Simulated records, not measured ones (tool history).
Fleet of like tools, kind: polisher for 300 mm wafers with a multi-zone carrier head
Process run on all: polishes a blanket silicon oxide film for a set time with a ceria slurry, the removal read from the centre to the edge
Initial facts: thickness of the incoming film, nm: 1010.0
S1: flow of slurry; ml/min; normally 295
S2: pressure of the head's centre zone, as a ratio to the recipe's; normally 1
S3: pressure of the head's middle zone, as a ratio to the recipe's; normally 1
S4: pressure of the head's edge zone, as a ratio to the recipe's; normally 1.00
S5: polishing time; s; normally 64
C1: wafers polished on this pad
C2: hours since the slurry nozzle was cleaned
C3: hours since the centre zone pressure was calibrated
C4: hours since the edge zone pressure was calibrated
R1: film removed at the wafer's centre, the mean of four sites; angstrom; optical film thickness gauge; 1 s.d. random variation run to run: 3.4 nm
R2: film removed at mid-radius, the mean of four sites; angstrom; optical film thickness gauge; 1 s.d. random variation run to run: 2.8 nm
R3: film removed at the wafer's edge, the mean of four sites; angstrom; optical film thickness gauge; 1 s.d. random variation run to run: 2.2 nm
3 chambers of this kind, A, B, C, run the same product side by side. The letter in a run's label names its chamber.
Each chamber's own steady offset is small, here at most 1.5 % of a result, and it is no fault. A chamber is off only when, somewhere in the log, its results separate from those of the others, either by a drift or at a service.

{"hour": 2.5, "done": "chamber B: centre zone pressure recalibrated"}
{"run": "1B", "hour": 11.6, "S1": 295, "S2": 1, "S3": 1, "S4": 1.0, "S5": 64, "C1": 1054, "C2": 301.3, "C3": 9.1, "C4": 493.9, "R1": 2836.8, "R2": 2872.6, "R3": 2811.5}
{"run": "2A", "hour": 23.9, "S1": 295, "S2": 1, "S3": 1, "S4": 1.0, "S5": 64, "C1": 734, "C2": 341.4, "C3": 82.6, "C4": 141.7, "R1": 2797.6, "R2": 2842.4, "R3": 2813.8}
{"hour": 25.1, "done": "chamber B: worn pad replaced by a new one"}
{"run": "3C", "hour": 34.0, "S1": 295, "S2": 1, "S3": 1, "S4": 1.0, "S5": 64, "C1": 790, "C2": 580.9, "C3": 280.9, "C4": 442.3, "R1": 2815.5, "R2": 2847.3, "R3": 2782.6}
{"hour": 35.8, "done": "chamber A: worn pad replaced by a new one"}
{"run": "4A", "hour": 43.5, "S1": 295, "S2": 1, "S3": 1, "S4": 1.0, "S5": 64, "C1": 83, "C2": 361.0, "C3": 102.2, "C4": 161.3, "R1": 2818.9, "R2": 2873.1, "R3": 2808.4}
{"run": "5B", "hour": 53.8, "S1": 295, "S2": 1, "S3": 1, "S4": 1.0, "S5": 64, "C1": 307, "C2": 343.5, "C3": 51.3, "C4": 536.1, "R1": 2780.9, "R2": 2825.5, "R3": 2832.5}
{"run": "6C", "hour": 65.5, "S1": 295, "S2": 1, "S3": 1, "S4": 1.0, "S5": 64, "C1": 1127, "C2": 612.4, "C3": 312.4, "C4": 473.8, "R1": 2889.0, "R2": 2815.6, "R3": 2830.4}
{"run": "7C", "hour": 72.9, "S1": 295, "S2": 1, "S3": 1, "S4": 1.0, "S5": 64, "C1": 1207, "C2": 619.8, "C3": 319.8, "C4": 481.2, "R1": 2858.8, "R2": 2807.2, "R3": 2795.4}
{"run": "8A", "hour": 82.1, "S1": 295, "S2": 1, "S3": 1, "S4": 1.0, "S5": 64, "C1": 496, "C2": 399.6, "C3": 140.8, "C4": 199.9, "R1": 2726.0, "R2": 2869.1, "R3": 2780.6}
{"run": "9B", "hour": 91.7, "S1": 295, "S2": 1, "S3": 1, "S4": 1.0, "S5": 64, "C1": 712, "C2": 381.4, "C3": 89.2, "C4": 574.0, "R1": 2859.6, "R2": 2838.2, "R3": 2854.4}
{"run": "10B", "hour": 103.8, "S1": 295, "S2": 1, "S3": 1, "S4": 1.0, "S5": 64, "C1": 842, "C2": 393.5, "C3": 101.3, "C4": 586.1, "R1": 2811.0, "R2": 2837.1, "R3": 2864.2}
{"run": "11A", "hour": 110.0, "S1": 295, "S2": 1, "S3": 1, "S4": 1.0, "S5": 64, "C1": 795, "C2": 427.5, "C3": 168.7, "C4": 227.8, "R1": 2743.1, "R2": 2810.6, "R3": 2811.5}
{"run": "12C", "hour": 117.4, "S1": 295, "S2": 1, "S3": 1, "S4": 1.0, "S5": 64, "C1": 1683, "C2": 664.3, "C3": 364.3, "C4": 525.7, "R1": 2786.2, "R2": 2862.3, "R3": 2817.7}
{"hour": 118.9, "done": "chamber A: worn pad replaced by a new one"}
{"run": "13C", "hour": 123.8, "S1": 295, "S2": 1, "S3": 1, "S4": 1.0, "S5": 64, "C1": 1751, "C2": 670.7, "C3": 370.7, "C4": 532.1, "R1": 2944.1, "R2": 2821.9, "R3": 2803.7}
{"run": "14A", "hour": 132.6, "S1": 295, "S2": 1, "S3": 1, "S4": 1.0, "S5": 64, "C1": 147, "C2": 450.1, "C3": 191.3, "C4": 250.4, "R1": 2743.5, "R2": 2843.7, "R3": 2865.9}
{"hour": 137.6, "done": "chamber C: slurry nozzle cleaned"}
{"run": "15B", "hour": 142.0, "S1": 295, "S2": 1, "S3": 1, "S4": 1.0, "S5": 64, "C1": 1251, "C2": 431.7, "C3": 139.5, "C4": 624.3, "R1": 2891.6, "R2": 2815.4, "R3": 2862.5}
{"hour": 149.8, "done": "chamber B: worn pad replaced by a new one"}
{"run": "16C", "hour": 150.3, "S1": 295, "S2": 1, "S3": 1, "S4": 1.0, "S5": 64, "C1": 2035, "C2": 12.7, "C3": 397.2, "C4": 558.6, "R1": 2883.3, "R2": 2854.3, "R3": 2809.8}
{"run": "17B", "hour": 162.2, "S1": 295, "S2": 1, "S3": 1, "S4": 1.0, "S5": 64, "C1": 133, "C2": 451.9, "C3": 159.7, "C4": 644.5, "R1": 2846.9, "R2": 2820.6, "R3": 2853.4}
{"run": "18A", "hour": 171.8, "S1": 295, "S2": 1, "S3": 1, "S4": 1.0, "S5": 64, "C1": 566, "C2": 489.3, "C3": 230.5, "C4": 289.6, "R1": 2815.8, "R2": 2864.2, "R3": 2790.8}
{"run": "19B", "hour": 182.8, "S1": 295, "S2": 1, "S3": 1, "S4": 1.0, "S5": 64, "C1": 354, "C2": 472.5, "C3": 180.3, "C4": 665.1, "R1": 2821.3, "R2": 2820.5, "R3": 2847.3}
{"run": "20C", "hour": 192.4, "S1": 295, "S2": 1, "S3": 1, "S4": 1.0, "S5": 64, "C1": 2486, "C2": 54.8, "C3": 439.3, "C4": 600.7, "R1": 2858.5, "R2": 2804.6, "R3": 2807.7}
{"hour": 195.9, "done": "chamber A: worn pad replaced by a new one"}
{"run": "21A", "hour": 200.4, "S1": 295, "S2": 1, "S3": 1, "S4": 1.0, "S5": 64, "C1": 48, "C2": 517.9, "C3": 259.1, "C4": 318.2, "R1": 2818.9, "R2": 2932.4, "R3": 2807.5}
{"run": "22C", "hour": 212.3, "S1": 295, "S2": 1, "S3": 1, "S4": 1.0, "S5": 64, "C1": 2699, "C2": 74.7, "C3": 459.2, "C4": 620.6, "R1": 2821.8, "R2": 2803.3, "R3": 2757.5}
{"run": "23B", "hour": 223.6, "S1": 295, "S2": 1, "S3": 1, "S4": 1.0, "S5": 64, "C1": 790, "C2": 513.3, "C3": 221.1, "C4": 705.9, "R1": 2883.8, "R2": 2837.0, "R3": 2840.3}
{"hour": 231.5, "done": "chamber A: centre zone pressure recalibrated"}
{"run": "24A", "hour": 234.3, "S1": 295, "S2": 1, "S3": 1, "S4": 1.0, "S5": 64, "C1": 411, "C2": 551.8, "C3": 2.8, "C4": 352.1, "R1": 2822.8, "R2": 2893.6, "R3": 2794.4}
{"run": "25C", "hour": 242.2, "S1": 295, "S2": 1, "S3": 1, "S4": 1.0, "S5": 64, "C1": 3019, "C2": 104.6, "C3": 489.1, "C4": 650.5, "R1": 2755.1, "R2": 2746.3, "R3": 2729.8}
{"run": "26A", "hour": 251.2, "S1": 295, "S2": 1, "S3": 1, "S4": 1.0, "S5": 64, "C1": 592, "C2": 568.7, "C3": 19.7, "C4": 369.0, "R1": 2789.9, "R2": 2823.6, "R3": 2789.2}
{"run": "27B", "hour": 261.7, "S1": 295, "S2": 1, "S3": 1, "S4": 1.0, "S5": 64, "C1": 1198, "C2": 551.4, "C3": 259.2, "C4": 744.0, "R1": 2825.4, "R2": 2853.7, "R3": 2850.3}
{"run": "28B", "hour": 271.8, "S1": 295, "S2": 1, "S3": 1, "S4": 1.0, "S5": 64, "C1": 1306, "C2": 561.5, "C3": 269.3, "C4": 754.1, "R1": 2835.3, "R2": 2875.4, "R3": 2872.1}
{"hour": 275.8, "done": "chamber B: worn pad replaced by a new one"}
{"run": "29A", "hour": 282.5, "S1": 295, "S2": 1, "S3": 1, "S4": 1.0, "S5": 64, "C1": 927, "C2": 600.0, "C3": 51.0, "C4": 400.3, "R1": 2774.6, "R2": 2819.7, "R3": 2827.6}
{"hour": 284.7, "done": "chamber A: worn pad replaced by a new one"}
{"run": "30C", "hour": 292.3, "S1": 295, "S2": 1, "S3": 1, "S4": 1.0, "S5": 64, "C1": 3555, "C2": 154.7, "C3": 539.2, "C4": 700.6, "R1": 2731.1, "R2": 2632.7, "R3": 2650.3}
{"run": "31C", "hour": 301.1, "S1": 295, "S2": 1, "S3": 1, "S4": 1.0, "S5": 64, "C1": 3649, "C2": 163.5, "C3": 548.0, "C4": 709.4, "R1": 2703.7, "R2": 2641.8, "R3": 2637.7}
{"run": "32B", "hour": 309.4, "S1": 295, "S2": 1, "S3": 1, "S4": 1.0, "S5": 64, "C1": 360, "C2": 599.1, "C3": 306.9, "C4": 791.7, "R1": 2857.9, "R2": 2829.4, "R3": 2852.3}
{"run": "33A", "hour": 316.4, "S1": 295, "S2": 1, "S3": 1, "S4": 1.0, "S5": 64, "C1": 340, "C2": 633.9, "C3": 84.9, "C4": 434.2, "R1": 2774.4, "R2": 2837.4, "R3": 2775.3}
{"run": "34B", "hour": 324.1, "S1": 295, "S2": 1, "S3": 1, "S4": 1.0, "S5": 64, "C1": 517, "C2": 613.8, "C3": 321.6, "C4": 806.4, "R1": 2870.4, "R2": 2912.7, "R3": 2809.8}
{"run": "35A", "hour": 336.0, "S1": 295, "S2": 1, "S3": 1, "S4": 1.0, "S5": 64, "C1": 549, "C2": 653.5, "C3": 104.5, "C4": 453.8, "R1": 2829.2, "R2": 2848.0, "R3": 2799.4}
{"run": "36C", "hour": 345.0, "S1": 295, "S2": 1, "S3": 1, "S4": 1.0, "S5": 64, "C1": 4119, "C2": 207.4, "C3": 591.9, "C4": 753.3, "R1": 2610.3, "R2": 2580.8, "R3": 2560.9}
{"run": "37C", "hour": 356.4, "S1": 295, "S2": 1, "S3": 1, "S4": 1.0, "S5": 64, "C1": 4241, "C2": 218.8, "C3": 603.3, "C4": 764.7, "R1": 2605.3, "R2": 2564.9, "R3": 2558.3}
{"run": "38B", "hour": 363.3, "S1": 295, "S2": 1, "S3": 1, "S4": 1.0, "S5": 64, "C1": 937, "C2": 653.0, "C3": 360.8, "C4": 845.6, "R1": 2831.6, "R2": 2839.3, "R3": 2851.8}
{"run": "39A", "hour": 376.0, "S1": 295, "S2": 1, "S3": 1, "S4": 1.0, "S5": 64, "C1": 978, "C2": 693.5, "C3": 144.5, "C4": 493.8, "R1": 2806.6, "R2": 2838.8, "R3": 2800.4}
{"run": "40C", "hour": 387.7, "S1": 295, "S2": 1, "S3": 1, "S4": 1.0, "S5": 64, "C1": 4576, "C2": 250.1, "C3": 634.6, "C4": 796.0, "R1": 2537.5, "R2": 2486.0, "R3": 2468.6}
{"run": "41B", "hour": 394.9, "S1": 295, "S2": 1, "S3": 1, "S4": 1.0, "S5": 64, "C1": 1275, "C2": 684.6, "C3": 392.4, "C4": 877.2, "R1": 2866.2, "R2": 2838.3, "R3": 2866.0}

Predict what each chamber gives when all 3 of them run the settings below next.
{"run": "42A", "hour": 404.1, "S1": 295, "S2": 1, "S3": 1, "S4": 1.07, "S5": 64, "R1": "?", "R2": "?", "R3": "?"}
{"run": "42B", "hour": 404.1, "S1": 295, "S2": 1, "S3": 1, "S4": 1.07, "S5": 64, "R1": "?", "R2": "?", "R3": "?"}
{"run": "42C", "hour": 404.1, "S1": 295, "S2": 1, "S3": 1, "S4": 1.07, "S5": 64, "R1": "?", "R2": "?", "R3": "?"}

run=42A R1=2786.8 R2=2878.6 R3=2910.8
run=42B R1=2891.6 R2=2874.7 R3=2944.6
run=42C R1=2538.9 R2=2515.4 R3=2598.2
